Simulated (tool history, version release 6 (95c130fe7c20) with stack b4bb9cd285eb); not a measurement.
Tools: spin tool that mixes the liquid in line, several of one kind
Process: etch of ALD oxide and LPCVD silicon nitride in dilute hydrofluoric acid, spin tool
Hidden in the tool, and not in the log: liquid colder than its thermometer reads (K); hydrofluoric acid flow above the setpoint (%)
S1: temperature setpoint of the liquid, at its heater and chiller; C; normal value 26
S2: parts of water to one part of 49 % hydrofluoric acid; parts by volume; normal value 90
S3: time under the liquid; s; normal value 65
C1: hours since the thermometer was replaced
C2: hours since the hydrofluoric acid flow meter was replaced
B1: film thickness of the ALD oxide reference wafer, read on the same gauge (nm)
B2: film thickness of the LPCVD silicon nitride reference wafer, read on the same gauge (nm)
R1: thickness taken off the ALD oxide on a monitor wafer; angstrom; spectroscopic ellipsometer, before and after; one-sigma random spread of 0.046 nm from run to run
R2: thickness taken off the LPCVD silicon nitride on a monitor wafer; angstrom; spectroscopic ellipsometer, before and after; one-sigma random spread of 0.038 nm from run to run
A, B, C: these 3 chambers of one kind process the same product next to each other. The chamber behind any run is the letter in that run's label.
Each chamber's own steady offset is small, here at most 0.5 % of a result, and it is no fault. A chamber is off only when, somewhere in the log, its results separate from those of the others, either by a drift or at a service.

run,hour,S1,S2,S3,C1,C2,B1,B2,R1,R2
1A,7.2,26,90,65,1664.4,637.2,59.993,130.03,87.65,3.3931
2C,13.9,26,90,65,515.3,1989.7,60.031,130.01,87.477,3.7112
# hour 14: chamber C: thermometer replaced
3B,19.5,26,90,65,1512.8,2095.2,59.944,129.98,88.089,3.3676
4C,26.3,26,90,65,12.3,2002.1,60,130.01,88.785,4.4348
5B,34.4,26,90,65,1527.7,2110.1,60.046,130.02,87.893,3.9234
6A,42.5,26,90,65,1699.7,672.5,60.034,129.96,87.843,4.0038
7A,50.6,26,90,65,1707.8,680.6,60.016,129.98,87.119,4.0634
8C,55.4,26,90,65,41.4,2031.2,60.027,130.01,87.618,4.0386
9B,61.6,26,90,65,1554.9,2137.3,59.988,130,87.397,4.3347
10C,68,26,90,30,54,2043.8,59.973,129.99,40.157,1.8831
11A,72.7,26,90,30,1729.9,702.7,60.048,130.01,40.658,1.7747
12B,77,26,90,30,1570.3,2152.7,60.026,130,40.212,1.9067
13B,85.5,26,90,65,1578.8,2161.2,59.976,130,87.746,3.3905
14A,92.9,26,90,65,1750.1,722.9,60.031,130,87.275,4.1816
15C,100.3,26,90,65,86.3,2076.1,60.014,130.01,87.581,3.6366
16A,105.3,26,90,65,1762.5,735.3,60.015,129.99,86.652,3.7729
17C,109.6,26,90,65,95.6,2085.4,60.009,130,87.938,4.7258
18B,115.9,26,90,65,1609.2,2191.6,59.962,130.04,87.754,3.8149
19A,123.1,26,90,65,1780.3,753.1,59.996,130.03,86.642,3.9049
20B,129.1,26,90,65,1622.4,2204.8,59.999,130,86.833,4.071
21C,134,26,90,65,120,2109.8,60.033,129.99,86.887,4.6841
22B,138,26,90,65,1631.3,2213.7,59.985,130.02,87.686,4.3169
23A,142.4,26,90,65,1799.6,772.4,60.001,130,87.835,4.2379
24C,147.7,26,50,25,133.7,2123.5,59.999,129.98,64.871,2.5554

Read the log: is a single chamber off, either drifting away or since a service, is the gauge that measures every chamber drifting, or is nothing wrong beyond small per-chamber offsets? Name any odd chamber and what most likely caused it.

Neither any chamber nor the gauge drifts; the chambers differ only by their own small, steady offsets.
